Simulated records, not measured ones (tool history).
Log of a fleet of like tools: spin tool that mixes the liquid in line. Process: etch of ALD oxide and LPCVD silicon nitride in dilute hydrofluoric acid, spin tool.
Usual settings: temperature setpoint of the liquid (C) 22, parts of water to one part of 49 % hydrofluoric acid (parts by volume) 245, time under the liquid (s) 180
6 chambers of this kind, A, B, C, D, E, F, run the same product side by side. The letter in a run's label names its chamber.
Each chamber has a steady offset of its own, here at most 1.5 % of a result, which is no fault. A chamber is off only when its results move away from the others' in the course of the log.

run   hour  temperature setpoint of the liquid (C)  parts of water to one part of 49 % hydrofluoric acid (parts by volume)  time under the liquid (s)  hours since the thermometer was replaced  hours since the hydrofluoric acid flow meter was replaced  read-back film thickness of the ALD oxide reference wafer, read on the same gauge (nm)  read-back film thickness of the LPCVD silicon nitride reference wafer, read on the same gauge (nm)  thickness taken off the ALD oxide on a monitor wafer (angstrom)  thickness taken off the LPCVD silicon nitride on a monitor wafer (angstrom)
 1C    3.4                                      22                                                                     245                        180                                     272.8                                                      515.2                                                                                  99.982                                                                                                 120                                                           81.003                                                                       2.5355
 2A    5.8                                      22                                                                     245                        180                                     830.6                                                       1338                                                                                  100.02                                                                                              119.98                                                           82.333                                                                       3.3999
 3B    8.9                                      22                                                                     245                        180                                    1905.1                                                      619.8                                                                                     100                                                                                              120.01                                                           81.682                                                                       2.9512
 4F   12.9                                      22                                                                     245                        180                                    1992.1                                                       98.7                                                                                  100.01                                                                                              120.01                                                           81.387                                                                       2.6856
 5D   17.3                                      22                                                                     245                        180                                     855.1                                                      202.7                                                                                  99.999                                                                                              119.99                                                           81.606                                                                       2.8819
 6E   19.4                                      22                                                                     245                        180                                     101.5                                                      211.9                                                                                  100.02                                                                                              120.04                                                           81.762                                                                       2.5592
 7B   22.8                                      22                                                                     245                        180                                      1919                                                      633.7                                                                                  99.998                                                                                              120.02                                                           82.058                                                                       2.5566
 8E   27.1                                      22                                                                     245                        240                                     109.2                                                      219.6                                                                                     100                                                                                              120.03                                                           107.98                                                                       3.9268
 9A   31.1                                      22                                                                     245                        240                                     855.9                                                     1363.3                                                                                  99.987                                                                                              120.03                                                           107.76                                                                        3.102
10C   33.3                                      22                                                                     245                        240                                     302.7                                                      545.1                                                                                  99.996                                                                                              119.97                                                            110.8                                                                       4.4084
11F   36.1                                      22                                                                     245                        240                                    2015.3                                                      121.9                                                                                     100                                                                                              119.96                                                           107.01                                                                       3.2386
12D   39.4                                      22                                                                     245                        240                                     877.2                                                      224.8                                                                                  100.01                                                                                              119.96                                                           109.47                                                                       3.6788
13E   42.2                                      22                                                                     245                        240                                     124.3                                                      234.7                                                                                  99.995                                                                                                 120                                                           109.06                                                                       4.4649
14D   45.9                                      22                                                                     245                        180                                     883.7                                                      231.3                                                                                  99.995                                                                                              119.98                                                           83.833                                                                        2.874
15F   50.2                                      22                                                                     245                        180                                    2029.4                                                        136                                                                                  99.982                                                                                              119.97                                                           81.831                                                                       2.8209
16C   53.9                                      22                                                                     245                        180                                     323.3                                                      565.7                                                                                     100                                                                                                 120                                                           80.677                                                                       2.6999
17A   58.2                                      19                                                                     245                        180                                       883                                                     1390.4                                                                                  99.983                                                                                              119.96                                                           72.436                                                                       2.1045
18B   60.6                                      19                                                                     245                        180                                    1956.8                                                      671.5                                                                                  100.01                                                                                                 120                                                           72.462                                                                       1.9524
19E   63.4                                      19                                                                     245                        180                                     145.5                                                      255.9                                                                                  99.991                                                                                              119.98                                                           72.419                                                                       2.2327
20A   65.5                                      19                                                                     245                        180                                     890.3                                                     1397.7                                                                                  100.03                                                                                              120.04                                                            73.25                                                                       2.4154
21C   68.6                                      19                                                                     245                        180                                       338                                                      580.4                                                                                  99.982                                                                                              120.05                                                           73.542                                                                       2.4968
22B   72.5                                      19                                                                     245                        180                                    1968.7                                                      683.4                                                                                  99.992                                                                                              119.96                                                            72.11                                                                       2.1348
23F   74.5                                      22                                                                     245                        180                                    2053.7                                                      160.3                                                                                  99.981                                                                                              120.03                                                           81.546                                                                       2.4771
24D   77.3                                      22                                                                     305                        115                                     915.1                                                      262.7                                                                                  100.01                                                                                              119.99                                                           42.615                                                                       1.7302
25E   81.4                                      22                                                                     305                        115                                     163.5                                                      273.9                                                                                  99.992                                                                                              120.02                                                            38.94                                                                       1.5701
26C   84.6                                      22                                                                     305                        115                                       354                                                      596.4                                                                                  99.996                                                                                              119.99                                                           39.136                                                                       1.4101
27A   87.6                                      22                                                                     305                        115                                     912.4                                                     1419.8                                                                                     100                                                                                              119.95                                                           39.294                                                                       1.3432
28B   91.2                                      22                                                                     305                        115                                    1987.4                                                      702.1                                                                                     100                                                                                              119.98                                                           39.258                                                                       1.2763
29F   95.1                                      22                                                                     305                        115                                    2074.3                                                      180.9                                                                                  99.998                                                                                              119.95                                                            39.38                                                                       1.4449
30D   98.5                                      22                                                                     245                        180                                     936.3                                                      283.9                                                                                  100.01                                                                                              120.03                                                           88.493                                                                       3.1714
31C  102.5                                      22                                                                     245                        180                                     371.9                                                      614.3                                                                                  99.982                                                                                              119.96                                                           81.953                                                                       2.6009
32D    105                                      22                                                                     245                        180                                     942.8                                                      290.4                                                                                  99.979                                                                                              119.99                                                           89.149                                                                        2.673
33E  107.6                                    18.5                                                                     245                        130                                     189.7                                                      300.1                                                                                  99.986                                                                                              119.99                                                           51.132                                                                       1.5514
34B  110.6                                    18.5                                                                     245                        130                                    2006.8                                                      721.5                                                                                  100.02                                                                                                 120                                                           52.115                                                                       1.7369
35F  112.6                                    18.5                                                                     245                        130                                    2091.8                                                      198.4                                                                                  100.02                                                                                              120.01                                                           51.354                                                                        1.602
36A  115.2                                    18.5                                                                     245                        130                                       940                                                     1447.4                                                                                  100.01                                                                                              120.06                                                           51.715                                                                        1.737
37A  118.4                                    18.5                                                                     245                        130                                     943.2                                                     1450.6                                                                                     100                                                                                              120.05                                                           51.364                                                                       1.3361
38E  121.6                                    18.5                                                                     245                        130                                     203.7                                                      314.1                                                                                  100.02                                                                                                 120                                                           51.211                                                                       1.5527

All 6 chambers run these settings next. Forecast each chamber's results:
39A  124.7                                      22                                                                     245                        180                                                                                                                                                                                                                                                                                                                                                                 ?                                                                            ?
39B  124.7                                      22                                                                     245                        180                                                                                                                                                                                                                                                                                                                                                                 ?                                                                            ?
39C  124.7                                      22                                                                     245                        180                                                                                                                                                                                                                                                                                                                                                                 ?                                                                            ?
39D  124.7                                      22                                                                     245                        180                                                                                                                                                                                                                                                                                                                                                                 ?                                                                            ?
39E  124.7                                      22                                                                     245                        180                                                                                                                                                                                                                                                                                                                                                                 ?                                                                            ?
39F  124.7                                      22                                                                     245                        180                                                                                                                                                                                                                                                                                                                                                                 ?                                                                            ?

run  thickness taken off the ALD oxide on a monitor wafer (angstrom)  thickness taken off the LPCVD silicon nitride on a monitor wafer (angstrom)
39A                                                           81.662                                                                       3.1489
39B                                                           81.193                                                                        2.827
39C                                                           81.366                                                                       3.0031
39D                                                           93.388                                                                       3.1526
39E                                                           80.721                                                                       2.9598
39F                                                           81.896                                                                       2.7325
